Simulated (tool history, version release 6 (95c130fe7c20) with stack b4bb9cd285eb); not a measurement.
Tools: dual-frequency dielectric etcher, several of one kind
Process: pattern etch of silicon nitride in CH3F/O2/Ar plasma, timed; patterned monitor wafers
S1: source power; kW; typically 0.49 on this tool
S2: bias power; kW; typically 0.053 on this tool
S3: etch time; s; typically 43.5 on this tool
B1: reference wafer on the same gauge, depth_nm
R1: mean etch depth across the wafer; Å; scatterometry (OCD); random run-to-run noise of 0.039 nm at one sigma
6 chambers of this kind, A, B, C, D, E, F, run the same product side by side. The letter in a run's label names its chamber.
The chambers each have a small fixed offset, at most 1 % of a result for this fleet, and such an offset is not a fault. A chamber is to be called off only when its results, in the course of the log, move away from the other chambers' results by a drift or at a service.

-- hour=3.3 chamber F: wet clean of the chamber
run 1F hour=3.7 | S1=0.49 S2=0.053 S3=43.5 | B1=24.896 | R1=297.29
-- hour=6.7 chamber A: wet clean of the chamber
run 2C hour=9.8 | S1=0.49 S2=0.053 S3=43.5 | B1=24.893 | R1=297.38
run 3A hour=15.1 | S1=0.49 S2=0.053 S3=43.5 | B1=24.893 | R1=298.73
run 4D hour=18.4 | S1=0.49 S2=0.053 S3=43.5 | B1=24.894 | R1=297.9
run 5B hour=22.9 | S1=0.49 S2=0.053 S3=43.5 | B1=24.879 | R1=295.93
run 6E hour=26 | S1=0.49 S2=0.053 S3=43.5 | B1=24.882 | R1=298.42
run 7F hour=32 | S1=0.49 S2=0.053 S3=43.5 | B1=24.879 | R1=296.97
run 8E hour=37.7 | S1=0.49 S2=0.053 S3=43.5 | B1=24.874 | R1=298.56
run 9C hour=40.7 | S1=0.49 S2=0.053 S3=43.5 | B1=24.882 | R1=298.16
run 10A hour=44.6 | S1=0.49 S2=0.053 S3=43.5 | B1=24.867 | R1=298.34
-- hour=47.8 chamber D: wet clean of the chamber
run 11B hour=48.6 | S1=0.49 S2=0.053 S3=43.5 | B1=24.869 | R1=295.68
run 12D hour=52.2 | S1=0.49 S2=0.053 S3=43.5 | B1=24.863 | R1=297.55
run 13A hour=57.8 | S1=0.49 S2=0.053 S3=43.5 | B1=24.857 | R1=298.83
run 14C hour=61.3 | S1=0.49 S2=0.053 S3=39 | B1=24.858 | R1=267.37
run 15F hour=65.4 | S1=0.49 S2=0.053 S3=39 | B1=24.854 | R1=265.98
run 16B hour=72 | S1=0.49 S2=0.053 S3=39 | B1=24.849 | R1=265.5
run 17D hour=76.3 | S1=0.49 S2=0.053 S3=39 | B1=24.835 | R1=265.92
run 18E hour=80 | S1=0.49 S2=0.053 S3=39 | B1=24.837 | R1=266.74
run 19C hour=84.1 | S1=0.49 S2=0.053 S3=39 | B1=24.841 | R1=266.64
run 20F hour=87.4 | S1=0.42 S2=0.053 S3=33 | B1=24.837 | R1=212.02
-- hour=90.9 chamber A: source power generator calibrated
run 21B hour=91.9 | S1=0.42 S2=0.053 S3=33 | B1=24.843 | R1=210.82
run 22D hour=95.5 | S1=0.42 S2=0.053 S3=33 | B1=24.837 | R1=211.62
run 23A hour=98.7 | S1=0.42 S2=0.053 S3=33 | B1=24.839 | R1=213.12
run 24E hour=101.9 | S1=0.42 S2=0.053 S3=33 | B1=24.844 | R1=212.61
run 25A hour=105.6 | S1=0.42 S2=0.053 S3=33 | B1=24.834 | R1=212.83
run 26D hour=112.2 | S1=0.49 S2=0.053 S3=43.5 | B1=24.824 | R1=296.33
run 27C hour=115.8 | S1=0.49 S2=0.062 S3=37 | B1=24.821 | R1=266.77
run 28B hour=121.4 | S1=0.49 S2=0.062 S3=37 | B1=24.816 | R1=264.28
run 29E hour=126.1 | S1=0.49 S2=0.062 S3=37 | B1=24.818 | R1=265.94
run 30F hour=130.8 | S1=0.49 S2=0.062 S3=37 | B1=24.809 | R1=264.88
run 31A hour=136.8 | S1=0.49 S2=0.062 S3=37 | B1=24.807 | R1=266.3
run 32F hour=139.7 | S1=0.49 S2=0.062 S3=37 | B1=24.811 | R1=264.57
run 33B hour=144.3 | S1=0.57 S2=0.053 S3=33.5 | B1=24.8 | R1=241.17
run 34D hour=150 | S1=0.57 S2=0.053 S3=33.5 | B1=24.805 | R1=242.29
run 35C hour=153.6 | S1=0.57 S2=0.053 S3=33.5 | B1=24.806 | R1=242.37
run 36E hour=158.2 | S1=0.57 S2=0.053 S3=33.5 | B1=24.785 | R1=243.06
run 37E hour=163.6 | S1=0.57 S2=0.053 S3=33.5 | B1=24.795 | R1=242.71
run 38B hour=169.1 | S1=0.57 S2=0.053 S3=33.5 | B1=24.791 | R1=240.53
run 39F hour=172.9 | S1=0.49 S2=0.053 S3=43.5 | B1=24.776 | R1=296.35
run 40D hour=179.2 | S1=0.49 S2=0.053 S3=43.5 | B1=24.788 | R1=295.41
run 41A hour=185.9 | S1=0.49 S2=0.053 S3=43.5 | B1=24.786 | R1=297
run 42C hour=191.7 | S1=0.49 S2=0.053 S3=43.5 | B1=24.771 | R1=297.26
run 43C hour=194.7 | S1=0.49 S2=0.053 S3=43.5 | B1=24.771 | R1=296.52

Is one chamber out of step, is the gauge drifting, or do the chambers differ by no more than their own small offsets? For an off chamber, give its letter and the likeliest cause.

It is the gauge, not a chamber: its drift shows up in every chamber's results at once, and no chamber is off.
Cause: gauge reads low (%) = 0.536.
